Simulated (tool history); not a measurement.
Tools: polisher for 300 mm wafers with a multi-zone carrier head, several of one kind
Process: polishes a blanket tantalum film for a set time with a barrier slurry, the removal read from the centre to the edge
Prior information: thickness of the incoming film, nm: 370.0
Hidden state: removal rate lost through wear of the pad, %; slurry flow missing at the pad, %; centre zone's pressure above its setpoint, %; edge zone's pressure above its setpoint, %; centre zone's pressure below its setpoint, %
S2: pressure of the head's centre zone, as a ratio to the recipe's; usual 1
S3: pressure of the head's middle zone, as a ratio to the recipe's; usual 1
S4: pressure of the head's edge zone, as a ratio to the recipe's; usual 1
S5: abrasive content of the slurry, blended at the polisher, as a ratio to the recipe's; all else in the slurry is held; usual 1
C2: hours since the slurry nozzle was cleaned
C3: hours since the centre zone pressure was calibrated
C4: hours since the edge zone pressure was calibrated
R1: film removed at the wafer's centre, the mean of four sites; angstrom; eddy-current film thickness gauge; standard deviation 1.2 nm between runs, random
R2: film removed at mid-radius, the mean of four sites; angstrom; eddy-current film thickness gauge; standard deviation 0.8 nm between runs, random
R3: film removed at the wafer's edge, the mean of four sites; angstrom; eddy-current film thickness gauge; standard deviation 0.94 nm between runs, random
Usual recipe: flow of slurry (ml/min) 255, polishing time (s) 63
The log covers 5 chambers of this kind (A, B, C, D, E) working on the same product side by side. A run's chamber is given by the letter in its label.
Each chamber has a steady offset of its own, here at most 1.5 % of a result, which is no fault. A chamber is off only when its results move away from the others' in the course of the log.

At hour 4.6: chamber A: worn pad replaced by a new one.
Run 1A, hour 5.5: usual settings; wafers polished on this pad 9; C2 197.7; C3 9.2; C4 961.6. Result: R1 931.67 angstrom, R2 951.84 angstrom, R3 964.03 angstrom.
Run 2D, hour 9.8: usual settings; wafers polished on this pad 299; C2 355.7; C3 73.5; C4 179.8. Result: R1 958.59 angstrom, R2 929.35 angstrom, R3 956.82 angstrom.
Run 3E, hour 12.9: usual settings; wafers polished on this pad 227; C2 360.7; C3 158.2; C4 405.9. Result: R1 950.95 angstrom, R2 950.59 angstrom, R3 938.83 angstrom.
At hour 17.6: chamber C: centre zone pressure recalibrated.
Run 4C, hour 17.6: usual settings; wafers polished on this pad 479; C2 211.7; C3 0; C4 187.6. Result: R1 925.23 angstrom, R2 932.66 angstrom, R3 931.7 angstrom.
Run 5B, hour 24.8: usual settings; wafers polished on this pad 390; C2 248.3; C3 284.8; C4 1278.3. Result: R1 953.97 angstrom, R2 938.29 angstrom, R3 951.6 angstrom.
At hour 27.6: chamber E: slurry nozzle cleaned.
Run 6B, hour 31: usual settings but S3 0.95; wafers polished on this pad 450; C2 254.5; C3 291; C4 1284.5. Result: R1 918.93 angstrom, R2 903.82 angstrom, R3 955.99 angstrom.
Run 7A, hour 35.7: usual settings but S3 0.95; wafers polished on this pad 298; C2 227.9; C3 39.4; C4 991.8. Result: R1 925.6 angstrom, R2 897.68 angstrom, R3 944.05 angstrom.
At hour 36.2: chamber C: worn pad replaced by a new one.
Run 8C, hour 41.8: usual settings but S3 0.95; wafers polished on this pad 53; C2 235.9; C3 24.2; C4 211.8. Result: R1 907.44 angstrom, R2 896.46 angstrom, R3 928.91 angstrom.
At hour 44.7: chamber B: edge zone pressure recalibrated.
Run 9E, hour 47.1: usual settings but S3 0.95; wafers polished on this pad 555; C2 19.5; C3 192.4; C4 440.1. Result: R1 933.85 angstrom, R2 914.37 angstrom, R3 918.36 angstrom.
Run 10D, hour 52.8: usual settings but S3 0.95; wafers polished on this pad 711; C2 398.7; C3 116.5; C4 222.8. Result: R1 937.04 angstrom, R2 901.16 angstrom, R3 946.19 angstrom.
At hour 56.7: chamber B: slurry nozzle cleaned.
Run 11D, hour 58.9: usual settings; wafers polished on this pad 770; C2 404.8; C3 122.6; C4 228.9. Result: R1 929.8 angstrom, R2 921.83 angstrom, R3 925 angstrom.
Run 12A, hour 63.8: usual settings but S2 0.89, S4 0.95; wafers polished on this pad 568; C2 256; C3 67.5; C4 1019.9. Result: R1 831.83 angstrom, R2 945.96 angstrom, R3 926.32 angstrom.
Run 13C, hour 69.3: usual settings but S2 0.89, S4 0.95; wafers polished on this pad 317; C2 263.4; C3 51.7; C4 239.3. Result: R1 832.12 angstrom, R2 933.25 angstrom, R3 907.4 angstrom.
At hour 69.5: chamber B: worn pad replaced by a new one.
Run 14B, hour 73.4: usual settings but S2 0.89, S4 0.95; wafers polished on this pad 38; C2 16.8; C3 333.4; C4 28.7. Result: R1 807.48 angstrom, R2 942.53 angstrom, R3 937.98 angstrom.
At hour 77.2: chamber A: slurry nozzle cleaned.
Run 15E, hour 79.5: usual settings but S2 0.89, S4 0.95; wafers polished on this pad 865; C2 51.9; C3 224.8; C4 472.5. Result: R1 832.87 angstrom, R2 944.2 angstrom, R3 897.45 angstrom.
At hour 83.8: chamber A: edge zone pressure recalibrated.
Run 16A, hour 86.3: usual settings but S2 0.89, S4 0.95; wafers polished on this pad 783; C2 9.1; C3 90; C4 2.5. Result: R1 821.14 angstrom, R2 932.35 angstrom, R3 913.39 angstrom.
Run 17E, hour 90.5: usual settings; wafers polished on this pad 971; C2 62.9; C3 235.8; C4 483.5. Result: R1 952.86 angstrom, R2 939.78 angstrom, R3 943.69 angstrom.
At hour 92.4: chamber A: worn pad replaced by a new one.
At hour 94.3: chamber C: worn pad replaced by a new one.
Run 18C, hour 94.7: usual settings; wafers polished on this pad 3; C2 288.8; C3 77.1; C4 264.7. Result: R1 943.28 angstrom, R2 936.35 angstrom, R3 940.23 angstrom.
Run 19D, hour 98.8: usual settings but polishing time (s) 52; wafers polished on this pad 1152; C2 444.7; C3 162.5; C4 268.8. Result: R1 747.26 angstrom, R2 738.34 angstrom, R3 748.04 angstrom.
Run 20B, hour 105: usual settings but polishing time (s) 52; wafers polished on this pad 340; C2 48.4; C3 365; C4 60.3. Result: R1 786.47 angstrom, R2 785.74 angstrom, R3 769.86 angstrom.
Run 21A, hour 109.9: usual settings but polishing time (s) 52; wafers polished on this pad 167; C2 32.7; C3 113.6; C4 26.1. Result: R1 768.64 angstrom, R2 783.02 angstrom, R3 788.13 angstrom.
At hour 115.4: chamber E: worn pad replaced by a new one.
Run 22D, hour 117.1: usual settings but polishing time (s) 52; wafers polished on this pad 1327; C2 463; C3 180.8; C4 287.1. Result: R1 734.46 angstrom, R2 727.05 angstrom, R3 742.83 angstrom.
Run 23E, hour 123: usual settings but polishing time (s) 52; wafers polished on this pad 73; C2 95.4; C3 268.3; C4 516. Result: R1 774.51 angstrom, R2 789.85 angstrom, R3 758.14 angstrom.
Run 24C, hour 129.8: usual settings; wafers polished on this pad 340; C2 323.9; C3 112.2; C4 299.8. Result: R1 961.52 angstrom, R2 932.93 angstrom, R3 932.98 angstrom.
Run 25B, hour 133.6: usual settings; wafers polished on this pad 614; C2 77; C3 393.6; C4 88.9. Result: R1 950.47 angstrom, R2 929.34 angstrom, R3 927.67 angstrom.
Run 26B, hour 136.8: usual settings; wafers polished on this pad 645; C2 80.2; C3 396.8; C4 92.1. Result: R1 939.09 angstrom, R2 932.88 angstrom, R3 940.87 angstrom.
Run 27E, hour 143.8: usual settings; wafers polished on this pad 272; C2 116.2; C3 289.1; C4 536.8. Result: R1 958.36 angstrom, R2 941.3 angstrom, R3 947.78 angstrom.
Run 28A, hour 150.8: usual settings; wafers polished on this pad 559; C2 73.6; C3 154.5; C4 67. Result: R1 920.44 angstrom, R2 933.51 angstrom, R3 942.13 angstrom.
Run 29D, hour 155.7: usual settings; wafers polished on this pad 1697; C2 501.6; C3 219.4; C4 325.7. Result: R1 878.26 angstrom, R2 875.37 angstrom, R3 878.55 angstrom.
Run 30C, hour 159.8: usual settings; wafers polished on this pad 627; C2 353.9; C3 142.2; C4 329.8. Result: R1 937.42 angstrom, R2 938.46 angstrom, R3 941.83 angstrom.

Next, every chamber runs the same settings. What will each give?
Run 31A, hour 165: usual settings but polishing time (s) 80. Result: R1 ?, R2 ?, R3 ?.
Run 31B, hour 165: usual settings but polishing time (s) 80. Result: R1 ?, R2 ?, R3 ?.
Run 31C, hour 165: usual settings but polishing time (s) 80. Result: R1 ?, R2 ?, R3 ?.
Run 31D, hour 165: usual settings but polishing time (s) 80. Result: R1 ?, R2 ?, R3 ?.
Run 31E, hour 165: usual settings but polishing time (s) 80. Result: R1 ?, R2 ?, R3 ?.

run      R1      R2      R3
31A  1185.5  1193.2  1208.9
31B  1209.9  1198.9  1186.5
31C  1185.5  1192.4    1191
31D  1069.9  1095.3  1091.9
31E  1197.3  1199.1  1187.2

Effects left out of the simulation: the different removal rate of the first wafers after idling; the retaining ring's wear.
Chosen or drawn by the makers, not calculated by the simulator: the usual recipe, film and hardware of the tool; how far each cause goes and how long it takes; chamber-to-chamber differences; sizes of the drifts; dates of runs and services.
